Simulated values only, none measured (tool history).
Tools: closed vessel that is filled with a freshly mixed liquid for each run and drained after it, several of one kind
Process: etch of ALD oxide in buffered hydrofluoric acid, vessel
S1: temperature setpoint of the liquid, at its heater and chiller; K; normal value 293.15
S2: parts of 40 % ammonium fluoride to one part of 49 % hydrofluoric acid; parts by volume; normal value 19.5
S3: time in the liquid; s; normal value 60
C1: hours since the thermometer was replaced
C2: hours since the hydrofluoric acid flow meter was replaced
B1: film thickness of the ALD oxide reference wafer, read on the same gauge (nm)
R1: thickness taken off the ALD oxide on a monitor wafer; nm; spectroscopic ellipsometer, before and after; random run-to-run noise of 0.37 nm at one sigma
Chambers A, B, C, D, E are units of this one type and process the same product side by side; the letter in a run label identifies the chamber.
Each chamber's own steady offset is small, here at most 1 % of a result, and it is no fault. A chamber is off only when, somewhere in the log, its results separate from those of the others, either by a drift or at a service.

run 1A day=0.321 | S1=293.15 S2=19.5 S3=60 | C1=1428.3 C2=256.7 | B1=80.009 | R1=37.796
run 2D day=0.588 | S1=293.15 S2=19.5 S3=60 | C1=1124.2 C2=37.5 | B1=80.024 | R1=38.208
run 3C day=0.862 | S1=293.15 S2=19.5 S3=60 | C1=205.6 C2=483.7 | B1=80.001 | R1=38.178
run 4E day=1.142 | S1=293.15 S2=19.5 S3=60 | C1=1234.0 C2=241.6 | B1=80.014 | R1=38.563
run 5B day=1.604 | S1=294.65 S2=19.5 S3=80 | C1=1359.7 C2=331.5 | B1=79.991 | R1=55.653
run 6A day=1.958 | S1=294.65 S2=19.5 S3=80 | C1=1467.6 C2=296.0 | B1=80.017 | R1=56.496
run 7E day=2.350 | S1=294.65 S2=19.5 S3=80 | C1=1263.0 C2=270.6 | B1=79.989 | R1=55.447
run 8B day=2.642 | S1=294.65 S2=19.5 S3=80 | C1=1384.6 C2=356.4 | B1=80.024 | R1=55.999
run 9D day=2.896 | S1=294.65 S2=19.5 S3=80 | C1=1179.6 C2=92.9 | B1=80.015 | R1=55.907
run 10C day=3.338 | S1=293.15 S2=19.5 S3=60 | C1=265.0 C2=543.1 | B1=80.000 | R1=38.243
run 11C day=3.617 | S1=293.15 S2=19.5 S3=60 | C1=271.7 C2=549.8 | B1=79.996 | R1=38.745
run 12B day=3.892 | S1=293.15 S2=19.5 S3=60 | C1=1414.6 C2=386.4 | B1=79.997 | R1=38.313
run 13E day=4.329 | S1=293.15 S2=19.5 S3=60 | C1=1310.5 C2=318.1 | B1=79.997 | R1=38.376
run 14D day=4.671 | S1=293.15 S2=19.5 S3=60 | C1=1222.2 C2=135.5 | B1=80.001 | R1=37.835
run 15A day=5.000 | S1=293.15 S2=19.5 S3=60 | C1=1540.6 C2=369.0 | B1=79.980 | R1=39.614
run 16B day=5.233 | S1=293.15 S2=19.5 S3=60 | C1=1446.8 C2=418.6 | B1=80.003 | R1=39.058
run 17E day=5.683 | S1=293.15 S2=19.5 S3=60 | C1=1343.0 C2=350.6 | B1=79.992 | R1=38.830
run 18C day=6.071 | S1=293.15 S2=19.5 S3=60 | C1=330.6 C2=608.7 | B1=79.996 | R1=37.618
run 19D day=6.458 | S1=293.15 S2=19.5 S3=60 | C1=1265.1 C2=178.4 | B1=80.014 | R1=38.361
run 20A day=6.821 | S1=293.15 S2=19.5 S3=60 | C1=1584.3 C2=412.7 | B1=79.993 | R1=40.092
run 21E day=7.308 | S1=293.15 S2=19.5 S3=60 | C1=1382.0 C2=389.6 | B1=79.991 | R1=38.836
run 22D day=7.788 | S1=293.15 S2=19.5 S3=60 | C1=1297.0 C2=210.3 | B1=79.999 | R1=39.132
run 23A day=8.029 | S1=295.65 S2=19.5 S3=60 | C1=1613.3 C2=441.7 | B1=79.995 | R1=46.799
run 24C day=8.404 | S1=295.65 S2=19.5 S3=60 | C1=386.6 C2=664.7 | B1=79.993 | R1=43.468
run 25B day=8.867 | S1=295.65 S2=19.5 S3=60 | C1=1534.0 C2=505.8 | B1=79.995 | R1=44.897
run 26A day=9.133 | S1=295.65 S2=19.5 S3=60 | C1=1639.8 C2=468.2 | B1=79.987 | R1=48.146
run 27C day=9.425 | S1=295.65 S2=19.5 S3=60 | C1=411.1 C2=689.2 | B1=80.009 | R1=44.086
run 28B day=9.762 | S1=293.15 S2=19.5 S3=60 | C1=1555.5 C2=527.3 | B1=80.001 | R1=38.428
run 29E day=10.212 | S1=293.15 S2=19.5 S3=60 | C1=1451.7 C2=459.3 | B1=79.992 | R1=38.320
run 30D day=10.558 | S1=293.15 S2=19.5 S3=60 | C1=1363.5 C2=276.8 | B1=79.996 | R1=37.711
run 31A day=10.796 | S1=293.15 S2=19.5 S3=60 | C1=1679.7 C2=508.1 | B1=80.009 | R1=41.403
run 32E day=11.212 | S1=293.15 S2=19.5 S3=60 | C1=1475.7 C2=483.3 | B1=80.020 | R1=38.828
run 33D day=11.508 | S1=293.15 S2=19.5 S3=60 | C1=1386.3 C2=299.6 | B1=80.008 | R1=38.300

All 5 chambers run these settings next. Forecast each chamber's results:
run 34A day=11.858 | S1=293.15 S2=26.0 S3=60 | R1=?
run 34B day=11.858 | S1=293.15 S2=26.0 S3=60 | R1=?
run 34C day=11.858 | S1=293.15 S2=26.0 S3=60 | R1=?
run 34D day=11.858 | S1=293.15 S2=26.0 S3=60 | R1=?
run 34E day=11.858 | S1=293.15 S2=26.0 S3=60 | R1=?

run=34A R1=35.076
run=34B R1=31.458
run=34C R1=31.130
run=34D R1=31.037
run=34E R1=31.314
